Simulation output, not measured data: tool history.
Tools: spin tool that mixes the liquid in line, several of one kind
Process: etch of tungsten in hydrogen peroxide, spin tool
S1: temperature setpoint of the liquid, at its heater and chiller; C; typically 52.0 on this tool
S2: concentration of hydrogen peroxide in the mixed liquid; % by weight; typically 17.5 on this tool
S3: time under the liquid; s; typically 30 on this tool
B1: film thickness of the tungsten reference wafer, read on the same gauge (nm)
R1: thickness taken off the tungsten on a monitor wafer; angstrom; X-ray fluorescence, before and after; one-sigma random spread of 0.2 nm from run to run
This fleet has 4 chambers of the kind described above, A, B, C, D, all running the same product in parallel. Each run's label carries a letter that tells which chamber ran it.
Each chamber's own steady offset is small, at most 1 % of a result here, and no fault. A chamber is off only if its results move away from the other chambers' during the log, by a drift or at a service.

Run 1C, hour 15.3: usual settings; B1 49.976. Result: R1 287.53 angstrom.
Run 2A, hour 29.5: usual settings; B1 49.990. Result: R1 286.85 angstrom.
Run 3B, hour 37.6: usual settings; B1 49.986. Result: R1 287.67 angstrom.
At hour 38.5: chamber D: new drum of peroxide connected.
Run 4D, hour 47.1: usual settings; B1 50.008. Result: R1 288.28 angstrom.
Run 5C, hour 59.1: usual settings but S2 15.5 % by weight; B1 50.017. Result: R1 269.21 angstrom.
Run 6D, hour 70.6: usual settings but S2 15.5 % by weight; B1 49.974. Result: R1 268.24 angstrom.
Run 7A, hour 83.8: usual settings but S2 15.5 % by weight; B1 50.008. Result: R1 274.36 angstrom.
Run 8B, hour 91.1: usual settings but S2 15.5 % by weight; B1 50.011. Result: R1 269.22 angstrom.
Run 9B, hour 99.8: usual settings; B1 49.986. Result: R1 288.17 angstrom.
Run 10C, hour 108.0: usual settings; B1 50.000. Result: R1 283.80 angstrom.
Run 11D, hour 115.7: usual settings; B1 50.024. Result: R1 285.57 angstrom.
Run 12A, hour 123.7: usual settings; B1 50.025. Result: R1 293.18 angstrom.
Run 13D, hour 131.5: usual settings but S1 44.5 C; B1 50.010. Result: R1 182.11 angstrom.
Run 14B, hour 145.6: usual settings but S1 44.5 C; B1 49.998. Result: R1 180.13 angstrom.
Run 15C, hour 159.3: usual settings but S1 44.5 C; B1 50.000. Result: R1 178.63 angstrom.
Run 16A, hour 166.3: usual settings but S1 44.5 C; B1 49.990. Result: R1 184.76 angstrom.
At hour 171.1: chamber C: thermometer replaced.
Run 17D, hour 181.3: usual settings; B1 49.984. Result: R1 290.52 angstrom.
Run 18A, hour 195.1: usual settings but S1 58.5 C, S2 14.5 % by weight; B1 49.992. Result: R1 391.44 angstrom.
At hour 198.3: chamber A: peroxide flow meter replaced.
Run 19C, hour 205.3: usual settings but S1 58.5 C, S2 14.5 % by weight; B1 49.997. Result: R1 379.01 angstrom.
Run 20B, hour 212.7: usual settings but S1 58.5 C, S2 14.5 % by weight; B1 49.995. Result: R1 379.61 angstrom.
Run 21A, hour 223.5: usual settings but S1 58.5 C, S2 14.5 % by weight; B1 49.996. Result: R1 395.46 angstrom.
Run 22B, hour 236.4: usual settings but S1 56.0 C, S2 21.0 % by weight; B1 50.007. Result: R1 398.52 angstrom.
Run 23C, hour 246.3: usual settings but S1 56.0 C, S2 21.0 % by weight; B1 49.990. Result: R1 398.19 angstrom.
Run 24D, hour 255.7: usual settings but S1 56.0 C, S2 21.0 % by weight; B1 49.989. Result: R1 403.64 angstrom.
Run 25C, hour 262.7: usual settings but S1 56.0 C, S2 21.0 % by weight; B1 50.009. Result: R1 398.37 angstrom.
Run 26B, hour 272.6: usual settings; B1 50.012. Result: R1 286.52 angstrom.
Run 27A, hour 286.9: usual settings; B1 49.975. Result: R1 295.81 angstrom.

One chamber off, gauge drift, or nothing amiss beyond the chambers' own small offsets? If it is a chamber, which one, and what is the likeliest cause?

It is chamber A that slowly wanders off from its peers.
What lies behind it: liquid hotter than its thermometer reads (K) = 0.676.

Below are 4 candidate recipes for chamber A's next run, each the usual settings with a change, their results shown as question marks. Which of them brings A's results back in line with what the other chambers give on the usual settings?
Counts as in line when no further than this from what the other chambers average on the usual settings: R1 7.00 angstrom
Run 28A-1, hour 298.2: usual settings but S2 16.0 % by weight. Result: R1 ?.
Run 28A-2, hour 298.2: usual settings but S2 19.0 % by weight. Result: R1 ?.
Run 28A-3, hour 298.2: usual settings but S2 21.0 % by weight. Result: R1 ?.
Run 28A-4, hour 298.2: usual settings but S2 14.5 % by weight. Result: R1 ?.

The mean the other chambers reach with the usual settings: R1 287.17 angstrom
  run      R1
28A-1  287.55
28A-2  312.94
28A-3  328.79
28A-4  273.97
It is 28A-1 that realigns the chamber with its peers.
